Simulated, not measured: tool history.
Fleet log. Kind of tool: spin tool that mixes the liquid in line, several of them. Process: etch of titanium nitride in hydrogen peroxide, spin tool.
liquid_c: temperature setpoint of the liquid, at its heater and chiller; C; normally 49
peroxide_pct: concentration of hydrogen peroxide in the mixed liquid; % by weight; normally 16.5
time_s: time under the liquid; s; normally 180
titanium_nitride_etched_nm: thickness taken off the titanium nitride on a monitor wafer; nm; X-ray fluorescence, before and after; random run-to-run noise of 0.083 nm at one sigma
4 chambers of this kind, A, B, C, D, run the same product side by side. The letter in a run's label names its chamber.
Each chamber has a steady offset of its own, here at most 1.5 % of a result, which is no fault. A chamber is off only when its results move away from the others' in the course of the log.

run	hour	liquid_c	peroxide_pct	time_s	read-back film thickness of the titanium nitride reference wafer, read on the same gauge (nm)	titanium_nitride_etched_nm
1B	6.2	49	16.5	180	40.006	8.7118
2A	12.1	49	16.5	180	40.012	8.3723
# hour 21.7: chamber D: heated supply line repaired
3C	22.4	49	16.5	180	39.984	8.6293
4D	30.3	49	16.5	180	39.998	8.4688
5D	36	49	16.5	180	40.003	8.5002
# hour 36.4: chamber A: heated supply line repaired
6A	41.8	49	16.5	180	40.02	8.5691
7B	51	49	16.5	180	40.008	8.573
8C	58.8	49	16.5	180	40.003	8.4527
9A	67	49	14	180	39.99	8.2953
10C	72.6	49	14	180	40.003	8.1855
11B	82	49	14	180	39.995	8.3204
12D	90.9	49	14	180	40.002	8.2251
13D	101.5	58.5	16.5	180	39.998	16.743
14B	110.6	58.5	16.5	180	39.987	16.742
# hour 110.7: chamber C: peroxide flow meter replaced
15C	119.5	58.5	16.5	180	40.008	15.746
16A	128.6	58.5	16.5	180	39.989	16.656
17D	139.4	49	16.5	180	39.982	8.5273
18A	148.9	49	16.5	180	39.983	8.5104
19C	154.2	49	16.5	180	39.984	8.1074
20B	162.3	49	16.5	180	39.992	8.6787
21C	169.7	49	16.5	180	40.004	7.8717
22D	177.5	49	16.5	180	40.021	8.4497
23B	183.4	49	16.5	180	39.985	8.5529
24A	189.2	49	16.5	180	40.008	8.608
25A	197.2	49	16.5	180	39.989	8.5384
26D	202.5	49	20.5	180	40.01	8.7067
27B	210.9	49	20.5	180	39.994	9.1113
28C	221.7	49	20.5	180	39.974	8.135
# hour 227.8: chamber D: new drum of peroxide connected
29C	228.9	49	20.5	180	40.008	8.125
30A	233.8	49	16.5	180	40.005	8.4932
31D	243.7	49	16.5	180	39.999	8.4458
32B	251.5	49	16.5	180	40.008	8.559

Next, all 4 chambers run the settings below, one line each with question marks for the results. What does each chamber give?
33A	259.2	49	16.5	180		?
33B	259.2	49	16.5	180		?
33C	259.2	49	16.5	180		?
33D	259.2	49	16.5	180		?

run	titanium_nitride_etched_nm
33A	8.5253
33B	8.5686
33C	7.7136
33D	8.4248

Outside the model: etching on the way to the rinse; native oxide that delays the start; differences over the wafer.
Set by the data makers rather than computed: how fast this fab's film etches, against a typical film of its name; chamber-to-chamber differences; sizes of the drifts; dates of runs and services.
